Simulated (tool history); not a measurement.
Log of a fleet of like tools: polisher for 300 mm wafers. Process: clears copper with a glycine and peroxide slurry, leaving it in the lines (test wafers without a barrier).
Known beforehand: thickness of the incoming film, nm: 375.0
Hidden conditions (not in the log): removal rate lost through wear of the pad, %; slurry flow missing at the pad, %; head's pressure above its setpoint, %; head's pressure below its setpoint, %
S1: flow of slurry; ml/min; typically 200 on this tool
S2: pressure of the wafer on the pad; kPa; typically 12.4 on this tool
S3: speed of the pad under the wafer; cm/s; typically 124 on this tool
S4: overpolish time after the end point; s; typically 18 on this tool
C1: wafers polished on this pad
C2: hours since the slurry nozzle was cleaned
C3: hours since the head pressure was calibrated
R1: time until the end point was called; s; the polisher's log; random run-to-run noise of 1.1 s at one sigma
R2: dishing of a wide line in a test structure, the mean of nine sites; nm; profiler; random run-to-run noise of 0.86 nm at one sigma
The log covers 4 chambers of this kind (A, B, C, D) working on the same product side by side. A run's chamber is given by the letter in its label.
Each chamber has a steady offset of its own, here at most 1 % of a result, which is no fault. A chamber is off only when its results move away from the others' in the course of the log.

run	hour	S1	S2	S3	S4	C1	C2	C3	R1	R2
# hour 2: chamber D: worn pad replaced by a new one
1C	7.3	200	12.4	124	18	74	700	757.3	82.655	49.887
2A	12	200	12.4	124	18	873	116.8	236.4	82.556	49.477
# hour 15: chamber A: worn pad replaced by a new one
3D	20.1	200	12.4	124	18	119	419.5	801.2	83.256	48.822
4B	25.7	200	12.4	124	18	350	336	245.2	81.007	48.667
5B	33.4	200	12.4	124	18	401	343.7	252.9	81.181	48.918
6D	40.9	200	12.4	124	18	257	440.3	822	82.19	48.843
7A	48.8	200	12.4	124	18	224	153.6	273.2	82.557	50.393
8C	54.3	200	12.4	124	18	385	747	804.3	80.767	49.648
9A	59	200	12.4	124	18	291	163.8	283.4	82.086	49.245
10C	63.5	200	12.4	124	18	446	756.2	813.5	81.944	49.688
11D	69.7	200	12.4	124	18	448	469.1	850.8	81.698	50.324
12B	75.9	200	13.8	124	18	682	386.2	295.4	75.329	54.026
13D	83.5	200	13.8	124	18	539	482.9	864.6	75.123	52.298
# hour 84.7: chamber D: slurry nozzle cleaned
14A	88.6	200	13.8	124	18	487	193.4	313	76.44	54.542
15B	96.7	200	13.8	124	18	820	407	316.2	75.257	53.046
16C	100.4	200	12.4	124	18	691	793.1	850.4	82.632	47.522
17D	107.4	200	12.4	124	18	698	22.8	888.5	81.281	50.261
18C	114.4	200	12.4	124	18	783	807.1	864.4	83.379	51.138
19A	122.5	200	12.4	124	18	712	227.3	346.9	81.063	48.844
# hour 125: chamber D: head pressure recalibrated
20B	129.1	200	12.4	124	18	1035	439.4	348.6	83.232	49.123
# hour 131: chamber C: worn pad replaced by a new one
21D	132.6	200	12.4	84	18	864	48	7.7	110.3	39.676
22A	139	200	12.4	84	18	821	243.8	363.4	111.01	40.2
23B	145.1	200	12.4	84	18	1141	455.4	364.6	112.99	40.156
24C	152.8	200	12.4	84	18	144	845.5	902.8	109.85	40.936
# hour 156.8: chamber C: slurry nozzle cleaned
25A	161	200	12.4	124	18	967	265.8	385.4	83.507	49.501
26C	169	200	12.4	124	18	251	12.2	919	83.366	50.09
# hour 169.8: chamber B: worn pad replaced by a new one
27B	174.6	200	8.3	124	18	32	484.9	394.1	111.45	38.345

What goes on in this fleet: one chamber off, a drifting gauge, or nothing beyond the chambers' own small offsets? Name the chamber and the cause, if any.

No chamber is off and the gauge is stable; the differences are just each chamber's small, constant offset.
